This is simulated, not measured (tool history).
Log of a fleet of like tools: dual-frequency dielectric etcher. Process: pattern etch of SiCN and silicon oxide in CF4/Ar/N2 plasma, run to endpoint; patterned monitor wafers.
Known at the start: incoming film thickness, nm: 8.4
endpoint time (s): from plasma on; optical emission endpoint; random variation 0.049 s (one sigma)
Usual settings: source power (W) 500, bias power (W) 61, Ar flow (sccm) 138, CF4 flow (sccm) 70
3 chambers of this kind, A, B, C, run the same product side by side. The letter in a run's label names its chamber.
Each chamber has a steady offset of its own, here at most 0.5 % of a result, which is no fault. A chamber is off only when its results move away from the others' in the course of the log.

Run 1A, day 0.292: usual settings. Result: endpoint time (s) 9.8537.
Run 2B, day 0.496: usual settings. Result: endpoint time (s) 9.8184.
Run 3C, day 0.833: usual settings. Result: endpoint time (s) 9.9829.
At day 0.942: chamber A: wet clean of the chamber.
Run 4A, day 1.188: usual settings. Result: endpoint time (s) 9.8338.
Run 5C, day 1.492: usual settings. Result: endpoint time (s) 9.9369.
Run 6B, day 1.838: usual settings but source power (W) 400, Ar flow (sccm) 166. Result: endpoint time (s) 12.4250.
Run 7A, day 2.067: usual settings but source power (W) 400, Ar flow (sccm) 166. Result: endpoint time (s) 12.4170.
Run 8C, day 2.262: usual settings but source power (W) 400, Ar flow (sccm) 166. Result: endpoint time (s) 12.3490.
Run 9B, day 2.542: usual settings. Result: endpoint time (s) 9.8809.
Run 10C, day 2.796: usual settings. Result: endpoint time (s) 9.8512.
Run 11B, day 3.071: usual settings but CF4 flow (sccm) 80. Result: endpoint time (s) 9.6200.
Run 12A, day 3.442: usual settings but CF4 flow (sccm) 80. Result: endpoint time (s) 9.6842.
At day 3.533: chamber B: source power generator calibrated.
Run 13B, day 3.625: usual settings but CF4 flow (sccm) 80. Result: endpoint time (s) 9.6003.
Run 14A, day 3.854: usual settings. Result: endpoint time (s) 9.9287.
Run 15C, day 4.121: usual settings. Result: endpoint time (s) 9.8802.
At day 4.375: chamber B: wet clean of the chamber.
Run 16A, day 4.433: usual settings. Result: endpoint time (s) 9.8948.
Run 17C, day 4.754: usual settings. Result: endpoint time (s) 9.9255.
Run 18B, day 5.112: usual settings but source power (W) 440. Result: endpoint time (s) 11.0590.
Run 19A, day 5.412: usual settings but source power (W) 440. Result: endpoint time (s) 11.0910.
Run 20C, day 5.604: usual settings but source power (W) 440. Result: endpoint time (s) 11.2090.
Run 21B, day 5.808: usual settings. Result: endpoint time (s) 9.9065.
Run 22C, day 6.088: usual settings but source power (W) 590, CF4 flow (sccm) 77. Result: endpoint time (s) 8.5709.
Run 23A, day 6.275: usual settings but source power (W) 590, CF4 flow (sccm) 77. Result: endpoint time (s) 8.4168.
Run 24B, day 6.542: usual settings but source power (W) 590, CF4 flow (sccm) 77. Result: endpoint time (s) 8.3832.
Run 25C, day 6.871: usual settings. Result: endpoint time (s) 10.1890.
Run 26A, day 7.229: usual settings. Result: endpoint time (s) 9.8897.
At day 7.262: chamber B: CF4 flow controller replaced.
Run 27B, day 7.425: usual settings but bias power (W) 66, CF4 flow (sccm) 76. Result: endpoint time (s) 9.4832.
Run 28B, day 7.742: usual settings but bias power (W) 66, CF4 flow (sccm) 76. Result: endpoint time (s) 9.5355.
Run 29C, day 7.938: usual settings but bias power (W) 66, CF4 flow (sccm) 76. Result: endpoint time (s) 9.7679.
Run 30A, day 8.321: usual settings. Result: endpoint time (s) 9.8940.
Run 31A, day 8.704: usual settings. Result: endpoint time (s) 9.9871.
Run 32C, day 9.117: usual settings. Result: endpoint time (s) 10.2370.
Run 33B, day 9.467: usual settings. Result: endpoint time (s) 9.9206.
Run 34C, day 9.754: usual settings. Result: endpoint time (s) 10.3410.

Is one chamber off against the others, does the gauge drift, or is nothing wrong? If a chamber is off, say which, and what the likeliest cause is.

Chamber C drifts away from the others.
Cause: source power that arrives under what is set, % = 4.94.
The log may not tell that from: etch rate under this chamber's usual, %.

Here are 4 candidates for chamber C's next run, each the usual settings with a change, their results left as question marks. Which one brings its results back in line with what the others give on the usual settings?
In line means no further than this from the other chambers' mean on the usual settings: endpoint time (s) 0.1700
Run 35C-1, day 10.058: usual settings but Ar flow (sccm) 132, CF4 flow (sccm) 73. Result: endpoint time (s) ?.
Run 35C-2, day 10.058: usual settings but Ar flow (sccm) 177. Result: endpoint time (s) ?.
Run 35C-3, day 10.058: usual settings but source power (W) 490. Result: endpoint time (s) ?.
Run 35C-4, day 10.058: usual settings but Ar flow (sccm) 119, CF4 flow (sccm) 80. Result: endpoint time (s) ?.

The other chambers' mean on the usual settings: endpoint time (s) 9.8865
  run  endpoint time (s)
35C-1            10.2280
35C-2            10.8360
35C-3            10.5630
35C-4             9.9050
35C-4 brings the chamber back in line.

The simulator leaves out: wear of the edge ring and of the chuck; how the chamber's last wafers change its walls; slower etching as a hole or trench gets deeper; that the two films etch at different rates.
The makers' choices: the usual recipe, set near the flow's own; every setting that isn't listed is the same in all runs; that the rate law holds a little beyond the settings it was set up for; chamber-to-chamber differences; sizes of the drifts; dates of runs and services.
